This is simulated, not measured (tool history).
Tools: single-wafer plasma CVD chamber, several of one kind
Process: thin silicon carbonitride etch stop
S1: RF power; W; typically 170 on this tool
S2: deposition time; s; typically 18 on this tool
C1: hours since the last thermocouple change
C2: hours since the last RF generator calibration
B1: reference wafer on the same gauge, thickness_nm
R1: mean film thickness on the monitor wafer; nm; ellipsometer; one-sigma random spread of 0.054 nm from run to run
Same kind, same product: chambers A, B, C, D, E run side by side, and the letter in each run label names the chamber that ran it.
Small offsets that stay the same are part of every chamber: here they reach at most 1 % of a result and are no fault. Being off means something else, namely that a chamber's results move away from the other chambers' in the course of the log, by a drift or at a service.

run 1C hour=8.7 | S1=170 S2=18 | C1=1080.1 C2=780.4 | B1=10.688 | R1=9.7428
run 2E hour=16.9 | S1=170 S2=18 | C1=980.6 C2=829 | B1=10.683 | R1=9.7654
run 3B hour=29.2 | S1=170 S2=18 | C1=1225.1 C2=426.7 | B1=10.688 | R1=9.6618
run 4A hour=37.5 | S1=170 S2=18 | C1=1692.8 C2=41.8 | B1=10.688 | R1=9.8265
run 5D hour=45.1 | S1=170 S2=18 | C1=63.2 C2=212.1 | B1=10.676 | R1=9.7294
run 6D hour=52.2 | S1=170 S2=18 | C1=70.3 C2=219.2 | B1=10.702 | R1=9.8806
run 7C hour=58.9 | S1=170 S2=18 | C1=1130.3 C2=830.6 | B1=10.693 | R1=9.744
run 8B hour=65.6 | S1=170 S2=18 | C1=1261.5 C2=463.1 | B1=10.68 | R1=9.7955
run 9E hour=71.8 | S1=170 S2=18 | C1=1035.5 C2=883.9 | B1=10.693 | R1=9.8083
run 10A hour=84.3 | S1=170 S2=18 | C1=1739.6 C2=88.6 | B1=10.687 | R1=9.8699
run 11E hour=94.5 | S1=170 S2=18 | C1=1058.2 C2=906.6 | B1=10.69 | R1=9.8132
run 12C hour=104.1 | S1=170 S2=18 | C1=1175.5 C2=875.8 | B1=10.702 | R1=9.6409
run 13B hour=112.1 | S1=170 S2=18 | C1=1308 C2=509.6 | B1=10.687 | R1=9.7615
run 14D hour=118 | S1=170 S2=18 | C1=136.1 C2=285 | B1=10.682 | R1=9.8597
run 15A hour=123.7 | S1=170 S2=18 | C1=1779 C2=128 | B1=10.689 | R1=9.7363
run 16C hour=133.9 | S1=170 S2=18 | C1=1205.3 C2=905.6 | B1=10.674 | R1=9.6988
run 17A hour=142.3 | S1=170 S2=18 | C1=1797.6 C2=146.6 | B1=10.676 | R1=9.8393
run 18E hour=149.3 | S1=170 S2=18 | C1=1113 C2=961.4 | B1=10.686 | R1=9.7202
run 19B hour=161.1 | S1=170 S2=18 | C1=1357 C2=558.6 | B1=10.685 | R1=9.8539
run 20D hour=172.7 | S1=170 S2=18 | C1=190.8 C2=339.7 | B1=10.68 | R1=9.8138
run 21A hour=185 | S1=200 S2=18 | C1=1840.3 C2=189.3 | B1=10.692 | R1=10.251
run 22B hour=190.9 | S1=200 S2=18 | C1=1386.8 C2=588.4 | B1=10.692 | R1=10.313
run 23E hour=196.8 | S1=200 S2=18 | C1=1160.5 C2=1008.9 | B1=10.692 | R1=10.343
run 24C hour=205.1 | S1=200 S2=18 | C1=1276.5 C2=976.8 | B1=10.701 | R1=10.214
run 25D hour=213.5 | S1=200 S2=18 | C1=231.6 C2=380.5 | B1=10.703 | R1=10.444
-- hour=214.1 chamber C: thermocouple changed; heater temperature recalibrated
run 26C hour=222.6 | S1=170 S2=18 | C1=8.5 C2=994.3 | B1=10.709 | R1=9.7471
run 27A hour=229.3 | S1=170 S2=18 | C1=1884.6 C2=233.6 | B1=10.689 | R1=9.716
run 28D hour=241.1 | S1=170 S2=18 | C1=259.2 C2=408.1 | B1=10.682 | R1=9.7964
run 29E hour=253.3 | S1=170 S2=18 | C1=1217 C2=1065.4 | B1=10.699 | R1=9.7749
run 30B hour=262.3 | S1=170 S2=18 | C1=1458.2 C2=659.8 | B1=10.682 | R1=9.7847
run 31C hour=274.1 | S1=170 S2=18 | C1=60 C2=1045.8 | B1=10.685 | R1=9.6828
run 32E hour=281.5 | S1=140 S2=18 | C1=1245.2 C2=1093.6 | B1=10.69 | R1=9.1888
run 33B hour=294.2 | S1=140 S2=18 | C1=1490.1 C2=691.7 | B1=10.7 | R1=9.2262

The same settings go to every chamber for the next run, one line per chamber below. Forecast the results for each:
run 34A hour=303.3 | S1=170 S2=18 | R1=?
run 34B hour=303.3 | S1=170 S2=18 | R1=?
run 34C hour=303.3 | S1=170 S2=18 | R1=?
run 34D hour=303.3 | S1=170 S2=18 | R1=?
run 34E hour=303.3 | S1=170 S2=18 | R1=?

run=34A R1=9.8059
run=34B R1=9.8146
run=34C R1=9.7311
run=34D R1=9.7429
run=34E R1=9.7626
